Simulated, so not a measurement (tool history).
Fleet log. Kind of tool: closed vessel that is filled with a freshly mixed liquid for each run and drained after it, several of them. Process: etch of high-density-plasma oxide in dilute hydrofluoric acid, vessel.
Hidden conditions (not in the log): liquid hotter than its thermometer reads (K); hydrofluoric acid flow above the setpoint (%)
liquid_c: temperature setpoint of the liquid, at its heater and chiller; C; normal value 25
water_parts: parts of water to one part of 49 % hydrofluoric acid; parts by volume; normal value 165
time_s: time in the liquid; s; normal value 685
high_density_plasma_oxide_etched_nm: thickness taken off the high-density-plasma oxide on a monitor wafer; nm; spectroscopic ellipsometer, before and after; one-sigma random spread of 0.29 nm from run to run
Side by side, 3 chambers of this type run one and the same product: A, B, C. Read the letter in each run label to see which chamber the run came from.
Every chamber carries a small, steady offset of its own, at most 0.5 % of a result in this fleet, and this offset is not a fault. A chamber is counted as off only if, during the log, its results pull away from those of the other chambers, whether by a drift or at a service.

run	hour	liquid_c	water_parts	time_s	hours since the thermometer was replaced	hours since the hydrofluoric acid flow meter was replaced	read-back film thickness of the high-density-plasma oxide reference wafer, read on the same gauge (nm)	high_density_plasma_oxide_etched_nm
1C	9.4	25	165	685	158.1	530.4	139.96	31.574
2A	20.1	25	165	685	1239.8	579.2	139.95	31.75
3B	26	25	165	685	639.6	619.8	140.01	31.205
4C	34	25	165	685	182.7	555	140.01	31.083
5B	41.6	29	165	305	655.2	635.4	139.99	16.135
6A	46.7	29	165	305	1266.4	605.8	139.94	16.415
7A	54.3	29	165	305	1274	613.4	140	16.435
8C	64.8	25	165	685	213.5	585.8	140	31.131
9B	75.2	25	165	685	688.8	669	140.04	31.075
10B	82.5	25	165	685	696.1	676.3	139.98	31.383
# hour 85.3: chamber A: hydrofluoric acid flow meter replaced
11C	91.3	25	165	685	240	612.3	140.02	31.909
12A	101.3	25	165	385	1321	16.1	140.02	17.809
13C	109.1	25	165	385	257.8	630.1	139.99	17.441
14A	114.3	25	165	385	1334	29.1	140.03	17.564
# hour 115.1: chamber B: hydrofluoric acid flow meter replaced
15B	123.5	27.5	115	685	737.1	8.5	140	53.305
16B	131.1	27.5	115	685	744.7	16.1	139.97	52.406
17C	137.8	27.5	115	685	286.5	658.8	140.03	53.695
18A	146	25	165	685	1365.7	60.8	139.99	31.139
19C	153.1	25	165	685	301.8	674.1	140	31.571
20A	163.9	25	165	685	1383.6	78.7	140.03	31.378
21B	170.6	25	165	685	784.2	55.6	139.99	31.933
22B	180.5	25	165	685	794.1	65.5	140.02	31.364
23C	190	25	165	1045	338.7	711	139.99	48.712
24A	196.8	25	165	1045	1416.5	111.6	139.99	48.253
25A	202.5	25	165	1045	1422.2	117.3	139.97	47.749
26B	213	25	165	685	826.6	98	139.99	32.605
27C	223.5	25	165	1000	372.2	744.5	140.02	45.641
28A	234.4	25	165	1000	1454.1	149.2	139.98	45.939
29B	245.1	25	165	1000	858.7	130.1	139.99	48.751
30C	251.9	25	165	685	400.6	772.9	140.04	31.598
31C	256.9	25	165	685	405.6	777.9	140.04	31.098
32A	264.8	25	165	685	1484.5	179.6	140.02	31.189
33B	272.4	25	165	685	886	157.4	139.96	32.931
34C	279	25	165	685	427.7	800	140	32.004
35A	288.2	25	165	685	1507.9	203	140.01	31.516

Does one chamber stand apart from the rest, does the shared gauge drift, or is all well apart from small per-chamber offsets? Give the chamber and the most likely cause, where there is one.

It is chamber B that slowly wanders off from its peers.
Most likely cause: liquid hotter than its thermometer reads (K) = 1.95.

Chamber B could run next with any of the 4 candidate recipes listed below; each alters the usual settings, and their results appear as question marks. Which one brings its results back in line with what the other chambers deliver on the usual settings?
In-line tolerance around the mean of the other chambers on the usual settings: high_density_plasma_oxide_etched_nm 1 nm
36B-1	296.1	25	165	730				?
36B-2	296.1	21.5	165	685				?
36B-3	296.1	25.5	165	770				?
36B-4	296.1	25	175	685				?

Other chambers, usual settings, mean: high_density_plasma_oxide_etched_nm 31.48 nm
run	high_density_plasma_oxide_etched_nm
36B-1	35.832
36B-2	29.513
36B-3	38.493
36B-4	31.348
36B-4 brings the chamber back in line.
